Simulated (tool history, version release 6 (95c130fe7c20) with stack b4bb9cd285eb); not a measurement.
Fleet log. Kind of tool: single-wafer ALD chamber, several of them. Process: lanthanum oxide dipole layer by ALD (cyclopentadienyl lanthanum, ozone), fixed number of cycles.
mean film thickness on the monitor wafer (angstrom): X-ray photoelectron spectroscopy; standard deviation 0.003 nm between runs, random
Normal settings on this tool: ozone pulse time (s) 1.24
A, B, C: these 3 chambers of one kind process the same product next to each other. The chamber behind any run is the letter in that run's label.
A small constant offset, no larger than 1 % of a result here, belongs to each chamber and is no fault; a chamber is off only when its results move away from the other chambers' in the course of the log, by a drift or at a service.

| run | day | ozone pulse time (s) | hours since the last thermocouple change | hours since the last ozone generator service | read-back reference wafer on the same gauge, thickness_nm | mean film thickness on the monitor wafer (angstrom) |
|---|---|---|---|---|---|---|
| 1C | 0.142 | 1.24 | 189.7 | 378.3 | 0.49108 | 5.2621 |
| 2A | 0.3 | 1.24 | 233.3 | 110.3 | 0.49099 | 5.3057 |
| 3B | 0.383 | 1.24 | 128.5 | 688.2 | 0.49096 | 5.2317 |
| 4A | 0.488 | 1.24 | 237.8 | 114.8 | 0.49065 | 5.2723 |
| 5B | 0.592 | 1.24 | 133.5 | 693.2 | 0.49078 | 5.2838 |
| 6C | 0.729 | 0.92 | 203.8 | 392.4 | 0.49043 | 4.8335 |
| 7B | 0.871 | 0.92 | 140.2 | 699.9 | 0.4908 | 4.7962 |
| 8C | 1.004 | 0.92 | 210.4 | 399 | 0.49109 | 4.7971 |
| 9A | 1.188 | 1.24 | 254.6 | 131.6 | 0.49102 | 5.3041 |
| 10A | 1.279 | 1.24 | 256.8 | 133.8 | 0.49133 | 5.2957 |
| 11B | 1.442 | 1.24 | 153.9 | 713.6 | 0.49096 | 5.2841 |
| 12C | 1.621 | 1.24 | 225.2 | 413.8 | 0.49116 | 5.1937 |
| 13B | 1.8 | 1.24 | 162.5 | 722.2 | 0.49088 | 5.2509 |
| 14C | 1.933 | 1.24 | 232.7 | 421.3 | 0.49063 | 5.2503 |
| 15A | 2.079 | 1.24 | 276 | 153 | 0.49107 | 5.2773 |
| 16A | 2.254 | 1.24 | 280.2 | 157.2 | 0.49081 | 5.3101 |
| 17C | 2.433 | 1.24 | 244.7 | 433.3 | 0.49068 | 5.2573 |
| 18B | 2.517 | 1.24 | 179.7 | 739.4 | 0.49111 | 5.2578 |
| 19A | 2.65 | 1.24 | 289.7 | 166.7 | 0.49065 | 5.2753 |
| 20B | 2.808 | 1.24 | 186.7 | 746.4 | 0.49089 | 5.2843 |
| 21C | 2.979 | 1.24 | 257.8 | 446.4 | 0.49137 | 5.2698 |
| 22C | 3.121 | 1.24 | 261.2 | 449.8 | 0.49057 | 5.2016 |
| 23B | 3.246 | 1.24 | 197.2 | 756.9 | 0.49067 | 5.2508 |
| 24A | 3.338 | 1.24 | 306.2 | 183.2 | 0.4913 | 5.2379 |
| 25C | 3.45 | 1.24 | 269.1 | 457.7 | 0.49132 | 5.1948 |
| 26B | 3.579 | 1.24 | 205.2 | 764.9 | 0.49045 | 5.2474 |
| 27A | 3.762 | 0.81 | 316.4 | 193.4 | 0.49145 | 4.6568 |
| 28B | 3.921 | 0.81 | 213.4 | 773.1 | 0.49072 | 4.6204 |
| 29A | 4.1 | 0.81 | 324.5 | 201.5 | 0.49049 | 4.6686 |
| 30C | 4.275 | 1.24 | 288.9 | 477.5 | 0.49197 | 5.2359 |
| 31B | 4.408 | 1.58 | 225.1 | 784.8 | 0.49041 | 5.5343 |
| 32A | 4.496 | 1.58 | 334 | 211 | 0.49052 | 5.5519 |
| 33C | 4.658 | 1.58 | 298.1 | 486.7 | 0.49072 | 5.4641 |

The same settings go to every chamber for the next run, one line per chamber below. Forecast the results for each:
| 34A | 4.792 | 1.06 |  |  |  | ? |
| 34B | 4.792 | 1.06 |  |  |  | ? |
| 34C | 4.792 | 1.06 |  |  |  | ? |

| run | mean film thickness on the monitor wafer (angstrom) |
|---|---|
| 34A | 5.1011 |
| 34B | 5.1032 |
| 34C | 5.0371 |

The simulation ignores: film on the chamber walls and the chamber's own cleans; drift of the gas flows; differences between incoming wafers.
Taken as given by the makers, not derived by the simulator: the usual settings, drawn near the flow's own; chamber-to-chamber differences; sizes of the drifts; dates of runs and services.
